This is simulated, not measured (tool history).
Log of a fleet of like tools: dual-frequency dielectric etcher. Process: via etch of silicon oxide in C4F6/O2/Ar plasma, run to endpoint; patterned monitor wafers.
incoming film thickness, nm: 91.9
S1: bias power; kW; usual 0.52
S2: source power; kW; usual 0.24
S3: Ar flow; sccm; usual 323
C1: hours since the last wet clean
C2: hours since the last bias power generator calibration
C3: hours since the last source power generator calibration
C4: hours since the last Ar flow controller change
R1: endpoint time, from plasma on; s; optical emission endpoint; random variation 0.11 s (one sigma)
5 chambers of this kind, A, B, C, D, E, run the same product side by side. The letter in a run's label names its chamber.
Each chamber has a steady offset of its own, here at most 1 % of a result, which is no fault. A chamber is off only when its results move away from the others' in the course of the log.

| run | hour | S1 | S2 | S3 | C1 | C2 | C3 | C4 | R1 |
|---|---|---|---|---|---|---|---|---|---|
|  | 5.1 | chamber A: wet clean of the chamber |
| 1C | 10.6 | 0.52 | 0.24 | 323 | 87.3 | 947.6 | 3132.2 | 927.3 | 24.017 |
|  | 11.1 | chamber B: wet clean of the chamber |
| 2A | 20.1 | 0.52 | 0.24 | 323 | 15 | 2404.2 | 1449.3 | 366.6 | 24.216 |
| 3D | 30.7 | 0.52 | 0.24 | 323 | 138.8 | 1736.7 | 653.8 | 1924.1 | 24.255 |
| 4E | 36.8 | 0.52 | 0.24 | 323 | 299.1 | 1025.6 | 3574.5 | 1223 | 24.196 |
| 5B | 42.4 | 0.52 | 0.24 | 397 | 31.3 | 1699.4 | 726.8 | 1941.8 | 25.138 |
| 6A | 50.6 | 0.52 | 0.24 | 397 | 45.5 | 2434.7 | 1479.8 | 397.1 | 24.816 |
| 7D | 57 | 0.52 | 0.24 | 397 | 165.1 | 1763 | 680.1 | 1950.4 | 24.881 |
| 8C | 66.9 | 0.52 | 0.24 | 397 | 143.6 | 1003.9 | 3188.5 | 983.6 | 24.462 |
| 9E | 73.3 | 0.52 | 0.24 | 397 | 335.6 | 1062.1 | 3611 | 1259.5 | 24.861 |
| 10B | 82.6 | 0.52 | 0.24 | 323 | 71.5 | 1739.6 | 767 | 1982 | 24.355 |
| 11A | 89.4 | 0.52 | 0.24 | 323 | 84.3 | 2473.5 | 1518.6 | 435.9 | 24.252 |
| 12C | 96.6 | 0.52 | 0.24 | 323 | 173.3 | 1033.6 | 3218.2 | 1013.3 | 24.098 |
| 13E | 105.4 | 0.52 | 0.24 | 323 | 367.7 | 1094.2 | 3643.1 | 1291.6 | 24.275 |
|  | 110.4 | chamber A: source power generator calibrated |
| 14B | 115.5 | 0.52 | 0.24 | 323 | 104.4 | 1772.5 | 799.9 | 2014.9 | 24.605 |
| 15D | 128.2 | 0.52 | 0.24 | 323 | 236.3 | 1834.2 | 751.3 | 2021.6 | 24.09 |
| 16C | 139.3 | 0.52 | 0.24 | 323 | 216 | 1076.3 | 3260.9 | 1056 | 24.227 |
| 17B | 147.9 | 0.52 | 0.24 | 323 | 136.8 | 1804.9 | 832.3 | 2047.3 | 24.558 |
| 18E | 159.7 | 0.52 | 0.24 | 323 | 422 | 1148.5 | 3697.4 | 1345.9 | 24.287 |
| 19A | 168.7 | 0.52 | 0.24 | 323 | 163.6 | 2552.8 | 58.4 | 515.2 | 24.226 |
| 20D | 174.4 | 0.52 | 0.24 | 323 | 282.5 | 1880.4 | 797.5 | 2067.8 | 24.281 |
| 21E | 185.3 | 0.52 | 0.24 | 323 | 447.6 | 1174.1 | 3723 | 1371.5 | 24.139 |
| 22A | 196.2 | 0.52 | 0.24 | 323 | 191.1 | 2580.3 | 85.9 | 542.7 | 24.137 |
| 23B | 202.8 | 0.52 | 0.24 | 323 | 191.7 | 1859.8 | 887.2 | 2102.2 | 24.495 |
| 24D | 213.2 | 0.52 | 0.24 | 323 | 321.3 | 1919.2 | 836.3 | 2106.6 | 24.396 |
|  | 218.4 | chamber E: wet clean of the chamber |
| 25C | 219.6 | 0.52 | 0.24 | 323 | 296.3 | 1156.6 | 3341.2 | 1136.3 | 24.626 |
| 26C | 228.5 | 0.52 | 0.24 | 323 | 305.2 | 1165.5 | 3350.1 | 1145.2 | 24.692 |
| 27B | 235.7 | 0.52 | 0.24 | 323 | 224.6 | 1892.7 | 920.1 | 2135.1 | 24.477 |
| 28A | 245 | 0.52 | 0.24 | 323 | 239.9 | 2629.1 | 134.7 | 591.5 | 24.113 |
| 29E | 257.2 | 0.568 | 0.21 | 323 | 38.9 | 1246 | 3794.9 | 1443.4 | 24.599 |
| 30D | 264.9 | 0.568 | 0.21 | 323 | 373 | 1970.9 | 888 | 2158.3 | 24.559 |
| 31B | 273.7 | 0.568 | 0.21 | 323 | 262.6 | 1930.7 | 958.1 | 2173.1 | 24.991 |
| 32D | 280.1 | 0.568 | 0.21 | 323 | 388.2 | 1986.1 | 903.2 | 2173.5 | 24.389 |
| 33A | 287.5 | 0.568 | 0.21 | 323 | 282.4 | 2671.6 | 177.2 | 634 | 24.809 |
| 34E | 297.6 | 0.52 | 0.24 | 323 | 79.3 | 1286.4 | 3835.3 | 1483.8 | 24.308 |
| 35C | 304.4 | 0.52 | 0.24 | 323 | 381.1 | 1241.4 | 3426 | 1221.1 | 25.218 |
| 36D | 310.7 | 0.638 | 0.24 | 366 | 418.8 | 2016.7 | 933.8 | 2204.1 | 22.505 |
| 37B | 319.3 | 0.638 | 0.24 | 366 | 308.2 | 1976.3 | 1003.7 | 2218.7 | 22.69 |

Is one chamber off against the others, does the gauge drift, or is nothing wrong? If a chamber is off, say which, and what the likeliest cause is.

Chamber C drifts away from the others.
Cause: etch rate under this chamber's usual, % = 4.24.

Here are 4 candidates for chamber C's next run, each the usual settings with a change, their results left as question marks. Which one brings its results back in line with what the others give on the usual settings?
In line means no further than this from the other chambers' mean on the usual settings: R1 0.38 s
| 38C-1 | 328.5 | 0.52 | 0.24 | 299 |  |  |  |  | ? |
| 38C-2 | 328.5 | 0.52 | 0.26 | 314 |  |  |  |  | ? |
| 38C-3 | 328.5 | 0.52 | 0.24 | 347 |  |  |  |  | ? |
| 38C-4 | 328.5 | 0.494 | 0.23 | 323 |  |  |  |  | ? |

The other chambers' mean on the usual settings: R1 24.28 s
| run | R1 |
|---|---|
| 38C-1 | 24.935 |
| 38C-2 | 24.356 |
| 38C-3 | 25.345 |
| 38C-4 | 26.04 |
38C-2 brings the chamber back in line.
